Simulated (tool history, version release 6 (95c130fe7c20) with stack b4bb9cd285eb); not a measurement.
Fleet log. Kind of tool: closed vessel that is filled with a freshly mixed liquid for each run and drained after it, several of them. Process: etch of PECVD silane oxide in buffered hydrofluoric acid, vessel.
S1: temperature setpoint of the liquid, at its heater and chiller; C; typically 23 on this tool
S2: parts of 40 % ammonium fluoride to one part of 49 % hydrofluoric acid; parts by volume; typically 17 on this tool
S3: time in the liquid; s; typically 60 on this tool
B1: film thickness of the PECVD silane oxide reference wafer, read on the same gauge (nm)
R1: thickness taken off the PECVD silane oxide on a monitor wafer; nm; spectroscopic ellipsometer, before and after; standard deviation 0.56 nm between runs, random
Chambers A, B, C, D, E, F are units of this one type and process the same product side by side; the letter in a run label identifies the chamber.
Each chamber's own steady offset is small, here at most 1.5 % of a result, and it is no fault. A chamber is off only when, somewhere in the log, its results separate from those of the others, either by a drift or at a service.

run	hour	S1	S2	S3	B1	R1
1B	3.3	23	17	60	30.001	69.621
2E	6.1	23	17	60	30.034	70.601
3A	9.6	23	17	60	29.984	71.856
4D	11.5	23	17	60	29.991	72.653
5F	14.5	23	17	60	30.035	70.686
6C	16.8	23	17	60	29.981	70.6
7D	19.5	23	17	60	29.998	71.458
8E	21.9	23	17	60	29.992	69.955
9A	25.2	23	17	60	29.98	70.833
10B	29.2	23	17	60	30	70.916
11F	33.4	23	17	75	30.019	87.959
12C	35.9	23	17	75	30.013	86.99
13E	38.5	23	17	75	29.982	88.534
14A	40.8	23	17	75	30.008	88.171
15B	43.6	23	17	75	29.996	88.612
16F	47.3	23	17	75	29.984	85.724
17C	50.6	23	17	60	30.013	70.051
18D	52.9	23	17	60	30.005	72.373
19D	55.7	23	17	60	30.008	71.757
20C	59.1	23	17	60	29.987	69.843
21E	63	23	17	60	30.026	70.468
22A	65	23	17	60	30.009	70.714
23F	67.3	23	17	60	30.018	67.772
24B	70.3	23	17	60	30.002	70.145
25A	73.9	23	17	60	29.958	72.112
26E	77.3	18.5	17	60	30.01	55.09
27B	80.3	18.5	17	60	29.999	54.598
28C	83.5	18.5	17	60	29.977	55.498
29F	87.6	18.5	17	60	29.987	51.267
30D	90.3	18.5	17	60	29.991	55.909
31F	93.1	18.5	17	60	30.014	52.352
32A	95.9	23	17	60	29.986	71.654
33D	99.9	23	17	60	30.048	71.883
# hour 102: chamber C: thermometer replaced
34C	104.2	23	17	60	30.016	69.828
35E	108.2	23	17	60	29.966	70.76
36B	112.4	23	17	60	30.018	69.956
37A	114.9	23	17	60	30.002	70.996
38F	117.8	23	17	60	29.999	65.43
39E	121.9	23	17	60	30.005	71.477
40D	124.8	23	17	60	30.012	73.277
41B	128	23	17	60	29.973	71.094
42C	130.3	23	17	60	30.035	71.365
43A	133.8	23	17	60	30.004	71.065

All chambers now run identical settings, listed one chamber a line with results as question marks. What results will each chamber show?
44A	136.9	23	17	60		?
44B	136.9	23	17	60		?
44C	136.9	23	17	60		?
44D	136.9	23	17	60		?
44E	136.9	23	17	60		?
44F	136.9	23	17	60		?

run	R1
44A	70.408
44B	70.878
44C	71.008
44D	72.027
44E	70.725
44F	64.013

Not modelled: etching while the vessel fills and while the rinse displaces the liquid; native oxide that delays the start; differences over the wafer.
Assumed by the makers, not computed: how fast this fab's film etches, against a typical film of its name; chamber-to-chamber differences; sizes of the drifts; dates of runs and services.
